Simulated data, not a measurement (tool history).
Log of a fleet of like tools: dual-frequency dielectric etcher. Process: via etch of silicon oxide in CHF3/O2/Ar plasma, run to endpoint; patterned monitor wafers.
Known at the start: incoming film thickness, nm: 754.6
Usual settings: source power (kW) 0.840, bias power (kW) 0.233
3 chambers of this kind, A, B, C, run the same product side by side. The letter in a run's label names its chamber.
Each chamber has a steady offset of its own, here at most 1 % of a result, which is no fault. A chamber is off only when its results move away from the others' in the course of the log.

run,day,source power (kW),bias power (kW),endpoint time (s)
1A,0.100,0.840,0.233,309.18
2B,0.250,0.840,0.233,308.41
3C,0.371,0.840,0.233,307.23
4B,0.475,0.840,0.233,309.06
5A,0.596,0.640,0.179,375.16
6C,0.746,0.640,0.179,371.68
7C,0.842,0.640,0.179,371.46
8A,0.988,0.840,0.233,308.92
9B,1.162,0.840,0.233,307.74
10C,1.312,0.840,0.233,306.53
11A,1.488,0.750,0.233,322.62
12B,1.658,0.750,0.233,320.48
13A,1.750,0.750,0.233,323.68
14B,1.933,0.840,0.233,306.61
15C,2.075,0.840,0.233,307.10
16C,2.242,0.970,0.177,320.66
17A,2.375,0.970,0.177,320.90
18B,2.521,0.970,0.177,319.87
# day 2.638: chamber C: wet clean of the chamber
19C,2.642,0.840,0.233,321.24
20B,2.783,0.840,0.233,307.05
21A,2.879,0.840,0.233,310.50
22A,2.983,0.840,0.233,310.05
23B,3.133,0.720,0.178,357.99
24C,3.238,0.720,0.178,376.44
25A,3.358,0.720,0.178,360.68
26B,3.504,0.840,0.233,308.36
27C,3.671,0.840,0.233,323.50
28C,3.817,0.910,0.233,311.42
29B,3.962,0.910,0.233,298.06
30A,4.067,0.910,0.233,300.07

All 3 chambers run these settings next. Forecast each chamber's results:
31A,4.208,0.840,0.212,?
31B,4.208,0.840,0.212,?
31C,4.208,0.840,0.212,?

run,endpoint time (s)
31A,321.45
31B,316.16
31C,333.69
